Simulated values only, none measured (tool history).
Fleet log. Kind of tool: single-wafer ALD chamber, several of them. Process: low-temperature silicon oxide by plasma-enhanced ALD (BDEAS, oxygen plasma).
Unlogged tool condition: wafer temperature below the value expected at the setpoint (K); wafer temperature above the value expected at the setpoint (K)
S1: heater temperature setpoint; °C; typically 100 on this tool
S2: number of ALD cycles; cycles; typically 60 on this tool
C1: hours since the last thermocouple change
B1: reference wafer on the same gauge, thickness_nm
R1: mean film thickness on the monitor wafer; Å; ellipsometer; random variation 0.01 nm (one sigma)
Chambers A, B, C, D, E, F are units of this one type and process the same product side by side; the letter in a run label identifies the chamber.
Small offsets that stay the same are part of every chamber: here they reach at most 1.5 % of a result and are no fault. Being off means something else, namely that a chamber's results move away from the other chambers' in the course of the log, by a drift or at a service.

{"run": "1C", "hour": 13.0, "S1": 100, "S2": 60, "C1": 136.9, "B1": 7.2284, "R1": 86.523}
{"run": "2D", "hour": 22.0, "S1": 100, "S2": 60, "C1": 951.0, "B1": 7.23, "R1": 85.408}
{"run": "3A", "hour": 32.5, "S1": 100, "S2": 60, "C1": 1104.2, "B1": 7.2267, "R1": 85.428}
{"run": "4B", "hour": 42.4, "S1": 100, "S2": 60, "C1": 423.6, "B1": 7.2248, "R1": 86.611}
{"run": "5F", "hour": 55.7, "S1": 100, "S2": 60, "C1": 2029.5, "B1": 7.2235, "R1": 85.065}
{"run": "6E", "hour": 68.2, "S1": 100, "S2": 60, "C1": 1029.9, "B1": 7.2245, "R1": 85.529}
{"run": "7B", "hour": 80.0, "S1": 100, "S2": 60, "C1": 461.2, "B1": 7.2226, "R1": 86.672}
{"run": "8C", "hour": 91.9, "S1": 100, "S2": 60, "C1": 215.8, "B1": 7.2201, "R1": 86.498}
{"run": "9F", "hour": 99.0, "S1": 100, "S2": 60, "C1": 2072.8, "B1": 7.225, "R1": 84.965}
{"run": "10E", "hour": 112.2, "S1": 100, "S2": 60, "C1": 1073.9, "B1": 7.2214, "R1": 85.519}
{"run": "11A", "hour": 124.3, "S1": 100, "S2": 60, "C1": 1196.0, "B1": 7.22, "R1": 85.192}
{"run": "12D", "hour": 134.1, "S1": 100, "S2": 60, "C1": 1063.1, "B1": 7.2217, "R1": 85.339}
{"run": "13A", "hour": 141.2, "S1": 100, "S2": 60, "C1": 1212.9, "B1": 7.2159, "R1": 85.06}
{"run": "14F", "hour": 153.5, "S1": 100, "S2": 60, "C1": 2127.3, "B1": 7.2162, "R1": 85.053}
{"run": "15E", "hour": 166.0, "S1": 100, "S2": 60, "C1": 1127.7, "B1": 7.2179, "R1": 85.506}
{"run": "16D", "hour": 178.0, "S1": 100, "S2": 60, "C1": 1107.0, "B1": 7.2151, "R1": 85.186}
{"run": "17B", "hour": 188.4, "S1": 100, "S2": 60, "C1": 569.6, "B1": 7.2155, "R1": 86.632}
{"run": "18C", "hour": 197.8, "S1": 100, "S2": 60, "C1": 321.7, "B1": 7.2132, "R1": 86.499}
{"run": "19B", "hour": 204.0, "S1": 100, "S2": 60, "C1": 585.2, "B1": 7.2148, "R1": 86.548}
{"run": "20A", "hour": 216.3, "S1": 100, "S2": 67, "C1": 1288.0, "B1": 7.2113, "R1": 95.061}
{"run": "21D", "hour": 223.6, "S1": 100, "S2": 67, "C1": 1152.6, "B1": 7.2105, "R1": 95.217}
{"run": "22E", "hour": 233.9, "S1": 100, "S2": 67, "C1": 1195.6, "B1": 7.2101, "R1": 95.42}
{"hour": 241.3, "done": "chamber F: thermocouple changed; heater temperature recalibrated"}
{"run": "23F", "hour": 246.6, "S1": 100, "S2": 67, "C1": 5.3, "B1": 7.2111, "R1": 94.52}
{"run": "24C", "hour": 259.6, "S1": 100, "S2": 67, "C1": 383.5, "B1": 7.2082, "R1": 96.499}
{"run": "25D", "hour": 266.7, "S1": 100, "S2": 67, "C1": 1195.7, "B1": 7.2106, "R1": 94.99}
{"run": "26E", "hour": 276.4, "S1": 100, "S2": 60, "C1": 1238.1, "B1": 7.2073, "R1": 85.344}
{"run": "27A", "hour": 286.7, "S1": 100, "S2": 60, "C1": 1358.4, "B1": 7.2044, "R1": 85.078}
{"run": "28C", "hour": 292.9, "S1": 100, "S2": 60, "C1": 416.8, "B1": 7.2076, "R1": 86.512}
{"run": "29F", "hour": 304.4, "S1": 100, "S2": 60, "C1": 63.1, "B1": 7.206, "R1": 84.536}
{"run": "30B", "hour": 316.8, "S1": 100, "S2": 60, "C1": 698.0, "B1": 7.205, "R1": 86.513}
{"run": "31F", "hour": 325.6, "S1": 100, "S2": 60, "C1": 84.3, "B1": 7.2044, "R1": 84.486}
{"run": "32A", "hour": 333.2, "S1": 108, "S2": 50, "C1": 1404.9, "B1": 7.2027, "R1": 69.708}
{"run": "33B", "hour": 341.6, "S1": 108, "S2": 50, "C1": 722.8, "B1": 7.2017, "R1": 70.748}
{"run": "34D", "hour": 351.0, "S1": 108, "S2": 50, "C1": 1280.0, "B1": 7.2002, "R1": 69.717}
{"run": "35C", "hour": 363.3, "S1": 108, "S2": 50, "C1": 487.2, "B1": 7.2019, "R1": 70.784}
{"run": "36E", "hour": 373.1, "S1": 108, "S2": 50, "C1": 1334.8, "B1": 7.1963, "R1": 70.028}
{"run": "37E", "hour": 379.9, "S1": 108, "S2": 50, "C1": 1341.6, "B1": 7.1993, "R1": 69.971}
{"run": "38D", "hour": 388.7, "S1": 100, "S2": 60, "C1": 1317.7, "B1": 7.1975, "R1": 84.944}
{"run": "39A", "hour": 400.9, "S1": 100, "S2": 60, "C1": 1472.6, "B1": 7.1993, "R1": 84.933}
{"run": "40C", "hour": 410.4, "S1": 100, "S2": 60, "C1": 534.3, "B1": 7.1944, "R1": 86.166}
{"run": "41F", "hour": 424.1, "S1": 100, "S2": 60, "C1": 182.8, "B1": 7.1952, "R1": 84.465}

Next, all 6 chambers run the settings below, one line each with question marks for the results. What does each chamber give?
{"run": "42A", "hour": 434.1, "S1": 100, "S2": 60, "R1": "?"}
{"run": "42B", "hour": 434.1, "S1": 100, "S2": 60, "R1": "?"}
{"run": "42C", "hour": 434.1, "S1": 100, "S2": 60, "R1": "?"}
{"run": "42D", "hour": 434.1, "S1": 100, "S2": 60, "R1": "?"}
{"run": "42E", "hour": 434.1, "S1": 100, "S2": 60, "R1": "?"}
{"run": "42F", "hour": 434.1, "S1": 100, "S2": 60, "R1": "?"}

run=42A R1=84.689
run=42B R1=86.293
run=42C R1=86.274
run=42D R1=85.056
run=42E R1=85.236
run=42F R1=84.478

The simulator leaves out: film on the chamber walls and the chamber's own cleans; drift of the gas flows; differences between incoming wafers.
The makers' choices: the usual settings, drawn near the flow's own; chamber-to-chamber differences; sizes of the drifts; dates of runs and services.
